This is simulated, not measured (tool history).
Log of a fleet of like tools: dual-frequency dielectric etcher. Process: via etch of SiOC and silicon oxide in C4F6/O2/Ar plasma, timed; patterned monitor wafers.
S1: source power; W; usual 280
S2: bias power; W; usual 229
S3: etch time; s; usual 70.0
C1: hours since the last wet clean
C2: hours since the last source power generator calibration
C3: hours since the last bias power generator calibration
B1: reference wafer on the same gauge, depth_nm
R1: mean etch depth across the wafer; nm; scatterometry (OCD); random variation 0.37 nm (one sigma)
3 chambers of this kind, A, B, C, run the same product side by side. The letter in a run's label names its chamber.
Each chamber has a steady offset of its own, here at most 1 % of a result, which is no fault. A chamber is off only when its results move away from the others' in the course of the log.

run 1C hour=13.4 | S1=280 S2=229 S3=70.0 | C1=194.5 C2=2764.0 C3=3126.3 | B1=85.015 | R1=76.291
run 2B hour=23.7 | S1=280 S2=229 S3=70.0 | C1=35.5 C2=2127.9 C3=2107.0 | B1=85.033 | R1=75.203
-- hour=32.5 chamber B: source power generator calibrated
run 3A hour=36.9 | S1=280 S2=229 S3=70.0 | C1=514.3 C2=1019.1 C3=596.6 | B1=84.983 | R1=74.303
run 4A hour=47.3 | S1=280 S2=229 S3=70.0 | C1=524.7 C2=1029.5 C3=607.0 | B1=84.969 | R1=74.911
run 5B hour=54.5 | S1=280 S2=229 S3=70.0 | C1=66.3 C2=22.0 C3=2137.8 | B1=85.030 | R1=75.075
run 6C hour=66.4 | S1=280 S2=229 S3=70.0 | C1=247.5 C2=2817.0 C3=3179.3 | B1=84.991 | R1=75.026
run 7A hour=79.7 | S1=280 S2=229 S3=70.0 | C1=557.1 C2=1061.9 C3=639.4 | B1=84.870 | R1=74.313
-- hour=86.4 chamber A: wet clean of the chamber
run 8C hour=89.5 | S1=280 S2=229 S3=70.0 | C1=270.6 C2=2840.1 C3=3202.4 | B1=85.096 | R1=74.967
run 9B hour=96.0 | S1=280 S2=229 S3=70.0 | C1=107.8 C2=63.5 C3=2179.3 | B1=85.060 | R1=74.980
run 10C hour=102.4 | S1=330 S2=229 S3=70.0 | C1=283.5 C2=2853.0 C3=3215.3 | B1=85.033 | R1=80.325
run 11A hour=116.3 | S1=330 S2=229 S3=70.0 | C1=30.0 C2=1098.5 C3=676.0 | B1=84.961 | R1=80.228
run 12B hour=126.1 | S1=330 S2=229 S3=70.0 | C1=137.9 C2=93.6 C3=2209.4 | B1=84.881 | R1=79.418
run 13A hour=138.8 | S1=280 S2=229 S3=70.0 | C1=52.5 C2=1121.0 C3=698.5 | B1=85.058 | R1=74.984
run 14C hour=153.3 | S1=280 S2=229 S3=70.0 | C1=334.4 C2=2903.9 C3=3266.2 | B1=85.037 | R1=75.529
run 15B hour=167.6 | S1=320 S2=229 S3=70.0 | C1=179.4 C2=135.1 C3=2250.9 | B1=85.036 | R1=79.013
run 16B hour=179.7 | S1=320 S2=229 S3=70.0 | C1=191.5 C2=147.2 C3=2263.0 | B1=85.024 | R1=78.045
run 17C hour=191.6 | S1=320 S2=229 S3=70.0 | C1=372.7 C2=2942.2 C3=3304.5 | B1=84.973 | R1=78.888
run 18A hour=199.7 | S1=280 S2=229 S3=70.0 | C1=113.4 C2=1181.9 C3=759.4 | B1=84.950 | R1=74.888
run 19A hour=214.0 | S1=280 S2=229 S3=70.0 | C1=127.7 C2=1196.2 C3=773.7 | B1=84.991 | R1=74.942
run 20C hour=224.8 | S1=230 S2=229 S3=84.0 | C1=405.9 C2=2975.4 C3=3337.7 | B1=85.057 | R1=83.782
run 21B hour=232.8 | S1=230 S2=229 S3=84.0 | C1=244.6 C2=200.3 C3=2316.1 | B1=84.936 | R1=83.457
-- hour=239.3 chamber C: wet clean of the chamber
run 22C hour=246.9 | S1=230 S2=229 S3=84.0 | C1=7.7 C2=2997.5 C3=3359.8 | B1=84.945 | R1=84.026
run 23B hour=261.1 | S1=280 S2=229 S3=70.0 | C1=272.9 C2=228.6 C3=2344.4 | B1=84.972 | R1=75.067
run 24A hour=268.7 | S1=280 S2=176 S3=86.5 | C1=182.4 C2=1250.9 C3=828.4 | B1=85.011 | R1=83.867
run 25A hour=283.5 | S1=280 S2=176 S3=86.5 | C1=197.2 C2=1265.7 C3=843.2 | B1=84.951 | R1=83.723

All 3 chambers run these settings next. Forecast each chamber's results:
run 26A hour=294.1 | S1=280 S2=229 S3=70.0 | R1=?
run 26B hour=294.1 | S1=280 S2=229 S3=70.0 | R1=?
run 26C hour=294.1 | S1=280 S2=229 S3=70.0 | R1=?

run=26A R1=74.686
run=26B R1=74.960
run=26C R1=74.709
